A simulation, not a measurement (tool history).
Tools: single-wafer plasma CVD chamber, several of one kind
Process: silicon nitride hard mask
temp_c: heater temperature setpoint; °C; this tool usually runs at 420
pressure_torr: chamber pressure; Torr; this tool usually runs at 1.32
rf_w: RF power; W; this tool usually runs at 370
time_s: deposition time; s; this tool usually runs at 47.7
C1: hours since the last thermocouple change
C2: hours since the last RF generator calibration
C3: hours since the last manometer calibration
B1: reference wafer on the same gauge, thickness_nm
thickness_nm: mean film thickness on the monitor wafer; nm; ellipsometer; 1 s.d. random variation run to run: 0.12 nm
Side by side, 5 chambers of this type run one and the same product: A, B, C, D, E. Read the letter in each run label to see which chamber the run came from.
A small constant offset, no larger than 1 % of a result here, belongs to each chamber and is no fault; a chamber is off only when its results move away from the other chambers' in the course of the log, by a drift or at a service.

run 1B hour=3.3 | temp_c=420 pressure_torr=1.32 rf_w=370 time_s=47.7 | C1=202.7 C2=789.0 C3=1603.1 | B1=58.262 | thickness_nm=58.223
run 2D hour=8.6 | temp_c=420 pressure_torr=1.32 rf_w=370 time_s=47.7 | C1=1287.4 C2=1925.3 C3=122.7 | B1=58.307 | thickness_nm=58.026
run 3C hour=15.0 | temp_c=420 pressure_torr=1.32 rf_w=370 time_s=47.7 | C1=440.0 C2=1246.9 C3=1663.9 | B1=58.303 | thickness_nm=58.764
run 4A hour=19.0 | temp_c=420 pressure_torr=1.32 rf_w=370 time_s=47.7 | C1=877.3 C2=930.1 C3=1397.7 | B1=58.300 | thickness_nm=58.621
run 5E hour=22.3 | temp_c=420 pressure_torr=1.32 rf_w=370 time_s=47.7 | C1=2483.8 C2=104.8 C3=916.2 | B1=58.284 | thickness_nm=58.798
run 6E hour=25.2 | temp_c=420 pressure_torr=1.32 rf_w=370 time_s=47.7 | C1=2486.7 C2=107.7 C3=919.1 | B1=58.340 | thickness_nm=58.865
run 7C hour=30.8 | temp_c=420 pressure_torr=1.32 rf_w=370 time_s=47.7 | C1=455.8 C2=1262.7 C3=1679.7 | B1=58.314 | thickness_nm=58.687
run 8A hour=35.6 | temp_c=420 pressure_torr=1.32 rf_w=370 time_s=47.7 | C1=893.9 C2=946.7 C3=1414.3 | B1=58.300 | thickness_nm=58.758
run 9B hour=40.3 | temp_c=420 pressure_torr=1.32 rf_w=370 time_s=47.7 | C1=239.7 C2=826.0 C3=1640.1 | B1=58.279 | thickness_nm=58.393
run 10D hour=45.9 | temp_c=420 pressure_torr=1.32 rf_w=370 time_s=47.7 | C1=1324.7 C2=1962.6 C3=160.0 | B1=58.294 | thickness_nm=58.265
run 11E hour=49.5 | temp_c=434 pressure_torr=1.04 rf_w=370 time_s=47.7 | C1=2511.0 C2=132.0 C3=943.4 | B1=58.318 | thickness_nm=54.146
run 12D hour=53.6 | temp_c=434 pressure_torr=1.04 rf_w=370 time_s=47.7 | C1=1332.4 C2=1970.3 C3=167.7 | B1=58.319 | thickness_nm=53.467
run 13C hour=60.1 | temp_c=434 pressure_torr=1.04 rf_w=370 time_s=47.7 | C1=485.1 C2=1292.0 C3=1709.0 | B1=58.333 | thickness_nm=53.791
run 14A hour=65.9 | temp_c=434 pressure_torr=1.04 rf_w=370 time_s=47.7 | C1=924.2 C2=977.0 C3=1444.6 | B1=58.316 | thickness_nm=53.647
run 15B hour=69.5 | temp_c=434 pressure_torr=1.04 rf_w=370 time_s=47.7 | C1=268.9 C2=855.2 C3=1669.3 | B1=58.285 | thickness_nm=53.625
run 16B hour=73.6 | temp_c=414 pressure_torr=1.16 rf_w=370 time_s=47.7 | C1=273.0 C2=859.3 C3=1673.4 | B1=58.293 | thickness_nm=56.236
run 17D hour=78.4 | temp_c=414 pressure_torr=1.16 rf_w=370 time_s=47.7 | C1=1357.2 C2=1995.1 C3=192.5 | B1=58.310 | thickness_nm=56.198
run 18C hour=83.9 | temp_c=414 pressure_torr=1.16 rf_w=370 time_s=47.7 | C1=508.9 C2=1315.8 C3=1732.8 | B1=58.305 | thickness_nm=56.433
run 19E hour=88.9 | temp_c=414 pressure_torr=1.16 rf_w=370 time_s=47.7 | C1=2550.4 C2=171.4 C3=982.8 | B1=58.275 | thickness_nm=56.863
run 20A hour=93.6 | temp_c=414 pressure_torr=1.16 rf_w=370 time_s=47.7 | C1=951.9 C2=1004.7 C3=1472.3 | B1=58.300 | thickness_nm=55.747
run 21C hour=96.7 | temp_c=420 pressure_torr=1.32 rf_w=370 time_s=47.7 | C1=521.7 C2=1328.6 C3=1745.6 | B1=58.281 | thickness_nm=58.711
run 22D hour=100.2 | temp_c=420 pressure_torr=1.32 rf_w=370 time_s=47.7 | C1=1379.0 C2=2016.9 C3=214.3 | B1=58.282 | thickness_nm=58.164
run 23B hour=105.9 | temp_c=420 pressure_torr=1.32 rf_w=370 time_s=47.7 | C1=305.3 C2=891.6 C3=1705.7 | B1=58.303 | thickness_nm=58.293
run 24A hour=111.9 | temp_c=420 pressure_torr=1.32 rf_w=370 time_s=47.7 | C1=970.2 C2=1023.0 C3=1490.6 | B1=58.314 | thickness_nm=57.808
run 25E hour=115.3 | temp_c=420 pressure_torr=1.32 rf_w=370 time_s=47.7 | C1=2576.8 C2=197.8 C3=1009.2 | B1=58.301 | thickness_nm=58.907
run 26A hour=119.7 | temp_c=420 pressure_torr=1.32 rf_w=370 time_s=47.7 | C1=978.0 C2=1030.8 C3=1498.4 | B1=58.290 | thickness_nm=57.739
run 27B hour=124.6 | temp_c=413 pressure_torr=1.32 rf_w=370 time_s=54.0 | C1=324.0 C2=910.3 C3=1724.4 | B1=58.279 | thickness_nm=66.233
run 28C hour=127.7 | temp_c=413 pressure_torr=1.32 rf_w=370 time_s=54.0 | C1=552.7 C2=1359.6 C3=1776.6 | B1=58.316 | thickness_nm=66.626
run 29E hour=131.0 | temp_c=413 pressure_torr=1.32 rf_w=370 time_s=54.0 | C1=2592.5 C2=213.5 C3=1024.9 | B1=58.283 | thickness_nm=67.054
run 30D hour=134.1 | temp_c=413 pressure_torr=1.32 rf_w=370 time_s=54.0 | C1=1412.9 C2=2050.8 C3=248.2 | B1=58.295 | thickness_nm=66.089
-- hour=135.6 chamber A: capacitance manometer re-zeroed and calibrated
run 31A hour=138.6 | temp_c=413 pressure_torr=1.32 rf_w=370 time_s=54.0 | C1=996.9 C2=1049.7 C3=3.1 | B1=58.313 | thickness_nm=65.662
run 32E hour=143.8 | temp_c=420 pressure_torr=1.32 rf_w=370 time_s=47.7 | C1=2605.3 C2=226.3 C3=1037.7 | B1=58.288 | thickness_nm=59.015
run 33B hour=146.8 | temp_c=420 pressure_torr=1.32 rf_w=370 time_s=47.7 | C1=346.2 C2=932.5 C3=1746.6 | B1=58.293 | thickness_nm=58.123
run 34D hour=151.3 | temp_c=420 pressure_torr=1.32 rf_w=370 time_s=47.7 | C1=1430.1 C2=2068.0 C3=265.4 | B1=58.309 | thickness_nm=58.175
run 35C hour=154.4 | temp_c=420 pressure_torr=1.32 rf_w=370 time_s=47.7 | C1=579.4 C2=1386.3 C3=1803.3 | B1=58.330 | thickness_nm=58.698
run 36E hour=159.6 | temp_c=420 pressure_torr=1.32 rf_w=370 time_s=47.7 | C1=2621.1 C2=242.1 C3=1053.5 | B1=58.311 | thickness_nm=59.005
run 37A hour=163.1 | temp_c=420 pressure_torr=1.32 rf_w=370 time_s=47.7 | C1=1021.4 C2=1074.2 C3=27.6 | B1=58.314 | thickness_nm=57.448
run 38C hour=166.2 | temp_c=420 pressure_torr=1.32 rf_w=370 time_s=47.7 | C1=591.2 C2=1398.1 C3=1815.1 | B1=58.269 | thickness_nm=58.399
run 39B hour=169.7 | temp_c=420 pressure_torr=1.32 rf_w=370 time_s=47.7 | C1=369.1 C2=955.4 C3=1769.5 | B1=58.317 | thickness_nm=58.253
run 40D hour=175.4 | temp_c=420 pressure_torr=1.32 rf_w=370 time_s=47.7 | C1=1454.2 C2=2092.1 C3=289.5 | B1=58.283 | thickness_nm=58.092
run 41E hour=179.5 | temp_c=420 pressure_torr=1.32 rf_w=370 time_s=47.7 | C1=2641.0 C2=262.0 C3=1073.4 | B1=58.279 | thickness_nm=59.134
run 42B hour=182.8 | temp_c=420 pressure_torr=1.32 rf_w=370 time_s=47.7 | C1=382.2 C2=968.5 C3=1782.6 | B1=58.305 | thickness_nm=58.401
run 43A hour=188.3 | temp_c=420 pressure_torr=1.32 rf_w=305 time_s=47.7 | C1=1046.6 C2=1099.4 C3=52.8 | B1=58.319 | thickness_nm=50.574

Read the log: is a single chamber off, either drifting away or since a service, is the gauge that measures every chamber drifting, or is nothing wrong beyond small per-chamber offsets? Name any odd chamber and what most likely caused it.

It is chamber A that slowly wanders off from its peers.
Most likely cause: delivered RF power below the setpoint (%) = 3.8.

Below are 4 candidate recipes for chamber A's next run, each the usual settings with a change, their results shown as question marks. Which of them brings A's results back in line with what the other chambers give on the usual settings?
In line means no further than this from the other chambers' mean on the usual settings: thickness_nm 0.470 nm
run 44A-1 hour=193.2 | temp_c=420 pressure_torr=1.37 rf_w=390 time_s=47.7 | thickness_nm=?
run 44A-2 hour=193.2 | temp_c=420 pressure_torr=1.30 rf_w=365 time_s=46.4 | thickness_nm=?
run 44A-3 hour=193.2 | temp_c=420 pressure_torr=1.31 rf_w=370 time_s=46.7 | thickness_nm=?
run 44A-4 hour=193.2 | temp_c=420 pressure_torr=1.33 rf_w=370 time_s=48.7 | thickness_nm=?

Mean of the other chambers on the usual settings: thickness_nm 58.538 nm
run=44A-1 thickness_nm=59.832
run=44A-2 thickness_nm=54.967
run=44A-3 thickness_nm=55.923
run=44A-4 thickness_nm=58.582
44A-4 is the one that brings the chamber's results back in line with the other chambers.
